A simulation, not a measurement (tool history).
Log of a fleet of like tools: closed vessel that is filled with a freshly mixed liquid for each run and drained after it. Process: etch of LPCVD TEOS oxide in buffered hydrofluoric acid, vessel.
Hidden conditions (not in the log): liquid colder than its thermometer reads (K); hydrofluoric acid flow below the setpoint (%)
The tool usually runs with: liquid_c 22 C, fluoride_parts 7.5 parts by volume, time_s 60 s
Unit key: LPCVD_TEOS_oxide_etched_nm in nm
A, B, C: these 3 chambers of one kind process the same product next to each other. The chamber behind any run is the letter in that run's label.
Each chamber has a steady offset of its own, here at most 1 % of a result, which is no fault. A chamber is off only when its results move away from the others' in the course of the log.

run,hour,liquid_c,fluoride_parts,time_s,hours since the thermometer was replaced,hours since the hydrofluoric acid flow meter was replaced,"read-back film thickness of the LPCVD TEOS oxide reference wafer, read on the same gauge (nm)",LPCVD_TEOS_oxide_etched_nm
1C,7.2,22,7.5,60,301.9,72.2,79.964,369.6
2B,20.5,22,7.5,60,62.2,1931,80.002,362.51
# hour 20.7: chamber B: hydrofluoric acid flow meter replaced
3A,29.4,22,7.5,60,1714,566.4,79.923,367.17
4C,37.9,22,7.5,60,332.6,102.9,80.006,365.06
5B,52.2,22,7.5,60,93.9,31.5,79.966,364.25
6A,63,22,7.5,60,1747.6,600,79.991,368.89
7C,72.3,22,7.5,60,367,137.3,79.965,365.46
8B,86.1,22,5.5,95,127.8,65.4,79.98,757.86
9A,93.3,22,5.5,95,1777.9,630.3,80.048,770.29
10C,103.7,22,5.5,95,398.4,168.7,80.016,782.27
11B,118,22,7.5,60,159.7,97.3,79.983,364.23
12A,127.7,22,7.5,60,1812.3,664.7,79.98,364.55
13B,137.4,22,7.5,60,179.1,116.7,80.017,365.62
14C,149.1,22,7.5,60,443.8,214.1,79.98,369.14
15A,161.9,22,7.5,60,1846.5,698.9,79.983,365.72
16A,169.1,22,7.5,60,1853.7,706.1,80.049,361.77
17C,179.2,22,7.5,60,473.9,244.2,79.98,363.91
18B,191,22,7.5,60,232.7,170.3,79.96,361.02
19C,203.3,22,7.5,60,498,268.3,80.07,361.39
20A,215.9,22,7.5,60,1900.5,752.9,80.019,361.16
21B,230.1,22,6.5,45,271.8,209.4,80.005,311.82
22B,240.5,22,6.5,45,282.2,219.8,80.016,308.83
23A,249.9,22,6.5,45,1934.5,786.9,80.008,310.2
24C,257.4,22,7.5,60,552.1,322.4,80.06,359.72
25C,268.1,22,10,45,562.8,333.1,79.954,211.91
26B,276.4,22,10,45,318.1,255.7,79.984,207.89
27A,282.7,22,10,45,1967.3,819.7,80.054,210.28

Next, all 3 chambers run the settings below, one line each with question marks for the results. What does each chamber give?
28A,293.1,17.5,7.5,60,,,,?
28B,293.1,17.5,7.5,60,,,,?
28C,293.1,17.5,7.5,60,,,,?

run,LPCVD_TEOS_oxide_etched_nm
28A,284.38
28B,282.74
28C,285.06
